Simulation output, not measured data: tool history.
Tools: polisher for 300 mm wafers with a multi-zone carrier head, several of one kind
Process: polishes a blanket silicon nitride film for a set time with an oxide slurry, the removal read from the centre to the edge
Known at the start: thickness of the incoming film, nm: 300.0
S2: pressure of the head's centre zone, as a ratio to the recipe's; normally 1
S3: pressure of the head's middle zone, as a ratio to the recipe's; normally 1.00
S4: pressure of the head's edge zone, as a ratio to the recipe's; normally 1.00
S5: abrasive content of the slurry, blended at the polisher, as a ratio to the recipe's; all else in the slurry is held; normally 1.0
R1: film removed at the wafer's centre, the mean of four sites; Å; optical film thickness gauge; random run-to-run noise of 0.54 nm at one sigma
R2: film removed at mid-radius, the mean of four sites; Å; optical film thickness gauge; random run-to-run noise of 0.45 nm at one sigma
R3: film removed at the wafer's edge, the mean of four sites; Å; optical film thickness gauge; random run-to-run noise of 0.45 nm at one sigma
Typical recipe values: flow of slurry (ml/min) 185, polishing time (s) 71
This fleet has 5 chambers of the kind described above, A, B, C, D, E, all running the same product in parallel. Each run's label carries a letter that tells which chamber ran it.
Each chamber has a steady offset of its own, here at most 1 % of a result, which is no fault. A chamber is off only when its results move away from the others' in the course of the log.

{"hour": 2.9, "done": "chamber C: worn pad replaced by a new one"}
{"run": "1E", "hour": 4.7, "flow of slurry (ml/min)": 185, "S2": 1, "S3": 1.0, "S4": 1.0, "S5": 1.0, "polishing time (s)": 71, "R1": 417.78, "R2": 428.74, "R3": 417.48}
{"hour": 8.0, "done": "chamber B: worn pad replaced by a new one"}
{"run": "2D", "hour": 12.5, "flow of slurry (ml/min)": 185, "S2": 1, "S3": 1.0, "S4": 1.0, "S5": 1.0, "polishing time (s)": 71, "R1": 420.79, "R2": 424.53, "R3": 422.65}
{"run": "3B", "hour": 19.3, "flow of slurry (ml/min)": 185, "S2": 1, "S3": 1.0, "S4": 1.0, "S5": 1.0, "polishing time (s)": 71, "R1": 413.31, "R2": 423.83, "R3": 429.13}
{"run": "4C", "hour": 24.8, "flow of slurry (ml/min)": 185, "S2": 1, "S3": 1.0, "S4": 1.0, "S5": 1.0, "polishing time (s)": 71, "R1": 432.86, "R2": 436.31, "R3": 431.67}
{"run": "5A", "hour": 32.6, "flow of slurry (ml/min)": 185, "S2": 1, "S3": 1.0, "S4": 1.06, "S5": 1.0, "polishing time (s)": 71, "R1": 425.57, "R2": 425.44, "R3": 443.25}
{"run": "6D", "hour": 36.7, "flow of slurry (ml/min)": 185, "S2": 1, "S3": 1.0, "S4": 1.06, "S5": 1.0, "polishing time (s)": 71, "R1": 429.23, "R2": 423.6, "R3": 440.36}
{"run": "7B", "hour": 44.5, "flow of slurry (ml/min)": 185, "S2": 1, "S3": 1.0, "S4": 1.06, "S5": 1.0, "polishing time (s)": 71, "R1": 426.21, "R2": 414.04, "R3": 444.19}
{"run": "8A", "hour": 50.4, "flow of slurry (ml/min)": 185, "S2": 1, "S3": 1.0, "S4": 1.06, "S5": 1.0, "polishing time (s)": 71, "R1": 431.47, "R2": 425.36, "R3": 438.08}
{"run": "9C", "hour": 56.1, "flow of slurry (ml/min)": 185, "S2": 1, "S3": 1.0, "S4": 1.06, "S5": 1.0, "polishing time (s)": 71, "R1": 416.84, "R2": 421.53, "R3": 436.55}
{"hour": 56.6, "done": "chamber E: worn pad replaced by a new one"}
{"run": "10E", "hour": 63.7, "flow of slurry (ml/min)": 185, "S2": 1, "S3": 1.0, "S4": 1.0, "S5": 1.0, "polishing time (s)": 71, "R1": 419.2, "R2": 433.08, "R3": 422.82}
{"hour": 68.4, "done": "chamber D: worn pad replaced by a new one"}
{"hour": 70.3, "done": "chamber C: worn pad replaced by a new one"}
{"run": "11C", "hour": 70.4, "flow of slurry (ml/min)": 185, "S2": 1, "S3": 1.0, "S4": 1.0, "S5": 1.0, "polishing time (s)": 71, "R1": 426.66, "R2": 425.4, "R3": 430.98}
{"hour": 75.2, "done": "chamber E: edge zone pressure recalibrated"}
{"run": "12B", "hour": 75.4, "flow of slurry (ml/min)": 185, "S2": 1, "S3": 1.0, "S4": 1.0, "S5": 1.0, "polishing time (s)": 71, "R1": 425.75, "R2": 430.11, "R3": 419.17}
{"run": "13A", "hour": 79.9, "flow of slurry (ml/min)": 185, "S2": 1, "S3": 1.0, "S4": 1.0, "S5": 1.0, "polishing time (s)": 71, "R1": 422.67, "R2": 422.32, "R3": 425.09}
{"run": "14E", "hour": 84.4, "flow of slurry (ml/min)": 185, "S2": 1, "S3": 1.0, "S4": 1.0, "S5": 1.0, "polishing time (s)": 71, "R1": 418.51, "R2": 416.27, "R3": 428.32}
{"hour": 89.3, "done": "chamber D: centre zone pressure recalibrated"}
{"run": "15D", "hour": 91.5, "flow of slurry (ml/min)": 185, "S2": 1, "S3": 1.0, "S4": 1.0, "S5": 1.0, "polishing time (s)": 71, "R1": 411.49, "R2": 418.56, "R3": 427.04}
{"run": "16E", "hour": 95.7, "flow of slurry (ml/min)": 185, "S2": 1, "S3": 1.0, "S4": 1.0, "S5": 1.0, "polishing time (s)": 71, "R1": 425.98, "R2": 429.86, "R3": 422.46}
{"hour": 95.8, "done": "chamber D: slurry nozzle cleaned"}
{"run": "17D", "hour": 100.7, "flow of slurry (ml/min)": 185, "S2": 1, "S3": 1.0, "S4": 1.0, "S5": 1.0, "polishing time (s)": 71, "R1": 416.18, "R2": 431.32, "R3": 430.72}
{"hour": 102.3, "done": "chamber A: worn pad replaced by a new one"}
{"run": "18A", "hour": 107.8, "flow of slurry (ml/min)": 185, "S2": 1, "S3": 1.0, "S4": 1.0, "S5": 1.0, "polishing time (s)": 71, "R1": 427.06, "R2": 422.71, "R3": 430.52}
{"run": "19C", "hour": 113.4, "flow of slurry (ml/min)": 185, "S2": 1, "S3": 1.0, "S4": 1.0, "S5": 1.0, "polishing time (s)": 71, "R1": 415.18, "R2": 432.26, "R3": 423.71}
{"hour": 115.9, "done": "chamber B: worn pad replaced by a new one"}
{"run": "20B", "hour": 118.6, "flow of slurry (ml/min)": 185, "S2": 1, "S3": 1.0, "S4": 1.0, "S5": 1.0, "polishing time (s)": 71, "R1": 423.24, "R2": 424.57, "R3": 427.08}
{"run": "21E", "hour": 125.6, "flow of slurry (ml/min)": 185, "S2": 1, "S3": 1.0, "S4": 1.0, "S5": 1.0, "polishing time (s)": 71, "R1": 412.85, "R2": 431.16, "R3": 423.16}
{"run": "22D", "hour": 132.3, "flow of slurry (ml/min)": 185, "S2": 1, "S3": 0.93, "S4": 1.0, "S5": 1.0, "polishing time (s)": 71, "R1": 424.37, "R2": 394.51, "R3": 429.12}
{"run": "23B", "hour": 139.2, "flow of slurry (ml/min)": 185, "S2": 1, "S3": 0.93, "S4": 1.0, "S5": 1.0, "polishing time (s)": 71, "R1": 430.65, "R2": 402.04, "R3": 426.2}
{"hour": 141.5, "done": "chamber C: worn pad replaced by a new one"}
{"run": "24C", "hour": 146.2, "flow of slurry (ml/min)": 185, "S2": 1, "S3": 0.93, "S4": 1.0, "S5": 1.0, "polishing time (s)": 71, "R1": 422.94, "R2": 399.04, "R3": 426.03}
{"run": "25A", "hour": 151.1, "flow of slurry (ml/min)": 185, "S2": 1, "S3": 0.93, "S4": 1.0, "S5": 1.0, "polishing time (s)": 71, "R1": 417.48, "R2": 397.09, "R3": 423.45}
{"run": "26A", "hour": 157.0, "flow of slurry (ml/min)": 185, "S2": 1, "S3": 0.93, "S4": 1.0, "S5": 1.0, "polishing time (s)": 71, "R1": 423.51, "R2": 392.63, "R3": 427.55}
{"run": "27B", "hour": 161.9, "flow of slurry (ml/min)": 185, "S2": 1, "S3": 1.0, "S4": 1.0, "S5": 1.0, "polishing time (s)": 71, "R1": 421.39, "R2": 426.08, "R3": 422.8}
{"hour": 163.1, "done": "chamber E: slurry nozzle cleaned"}
{"hour": 165.9, "done": "chamber D: worn pad replaced by a new one"}
{"run": "28C", "hour": 167.4, "flow of slurry (ml/min)": 185, "S2": 1, "S3": 1.0, "S4": 1.0, "S5": 1.0, "polishing time (s)": 71, "R1": 422.11, "R2": 430.28, "R3": 425.62}
{"run": "29D", "hour": 174.5, "flow of slurry (ml/min)": 185, "S2": 1, "S3": 1.0, "S4": 1.0, "S5": 1.0, "polishing time (s)": 71, "R1": 423.67, "R2": 416.4, "R3": 428.01}
{"run": "30E", "hour": 178.7, "flow of slurry (ml/min)": 185, "S2": 1, "S3": 1.0, "S4": 1.0, "S5": 1.0, "polishing time (s)": 71, "R1": 432.52, "R2": 430.22, "R3": 421.87}
{"run": "31B", "hour": 183.6, "flow of slurry (ml/min)": 185, "S2": 1, "S3": 1.0, "S4": 1.0, "S5": 1.0, "polishing time (s)": 71, "R1": 421.54, "R2": 423.06, "R3": 431.31}
{"hour": 186.7, "done": "chamber A: worn pad replaced by a new one"}
{"hour": 187.1, "done": "chamber E: worn pad replaced by a new one"}
{"run": "32D", "hour": 191.2, "flow of slurry (ml/min)": 185, "S2": 1, "S3": 1.0, "S4": 1.0, "S5": 1.0, "polishing time (s)": 71, "R1": 423.48, "R2": 428.01, "R3": 429.77}
{"run": "33A", "hour": 195.2, "flow of slurry (ml/min)": 185, "S2": 1, "S3": 1.0, "S4": 1.0, "S5": 1.0, "polishing time (s)": 71, "R1": 437.61, "R2": 426.88, "R3": 422.72}
{"hour": 196.7, "done": "chamber C: worn pad replaced by a new one"}
{"run": "34E", "hour": 201.8, "flow of slurry (ml/min)": 185, "S2": 1, "S3": 1.0, "S4": 1.0, "S5": 1.0, "polishing time (s)": 71, "R1": 421.44, "R2": 425.1, "R3": 429.45}
{"run": "35C", "hour": 208.4, "flow of slurry (ml/min)": 185, "S2": 1, "S3": 1.0, "S4": 1.0, "S5": 1.0, "polishing time (s)": 71, "R1": 429.87, "R2": 422.21, "R3": 431.13}
{"run": "36B", "hour": 216.8, "flow of slurry (ml/min)": 185, "S2": 1, "S3": 1.0, "S4": 1.0, "S5": 0.8, "polishing time (s)": 71, "R1": 374.81, "R2": 382.51, "R3": 387.92}
{"run": "37C", "hour": 221.0, "flow of slurry (ml/min)": 185, "S2": 1, "S3": 1.0, "S4": 1.0, "S5": 0.8, "polishing time (s)": 71, "R1": 370.78, "R2": 385.68, "R3": 384.81}
{"run": "38A", "hour": 225.7, "flow of slurry (ml/min)": 185, "S2": 1, "S3": 1.0, "S4": 1.0, "S5": 0.8, "polishing time (s)": 71, "R1": 375.38, "R2": 384.9, "R3": 383.46}
{"run": "39D", "hour": 230.5, "flow of slurry (ml/min)": 185, "S2": 1, "S3": 1.0, "S4": 1.0, "S5": 0.8, "polishing time (s)": 71, "R1": 382.54, "R2": 387.16, "R3": 387.72}
{"hour": 235.3, "done": "chamber A: centre zone pressure recalibrated"}
{"run": "40E", "hour": 235.4, "flow of slurry (ml/min)": 185, "S2": 1, "S3": 1.0, "S4": 1.0, "S5": 0.8, "polishing time (s)": 71, "R1": 376.47, "R2": 381.57, "R3": 381.94}
{"run": "41D", "hour": 243.7, "flow of slurry (ml/min)": 185, "S2": 1, "S3": 1.0, "S4": 1.0, "S5": 1.0, "polishing time (s)": 71, "R1": 432.17, "R2": 423.78, "R3": 428.02}
{"run": "42A", "hour": 247.9, "flow of slurry (ml/min)": 185, "S2": 1, "S3": 1.0, "S4": 1.0, "S5": 1.0, "polishing time (s)": 71, "R1": 418.98, "R2": 419.66, "R3": 424.54}
{"run": "43E", "hour": 255.3, "flow of slurry (ml/min)": 185, "S2": 1, "S3": 1.0, "S4": 1.0, "S5": 1.0, "polishing time (s)": 71, "R1": 420.3, "R2": 419.95, "R3": 421.3}

What goes on in this fleet: one chamber off, a drifting gauge, or nothing beyond the chambers' own small offsets? Name the chamber and the cause, if any.

Beyond each chamber's small constant offset nothing stands out, and the gauge stays steady.
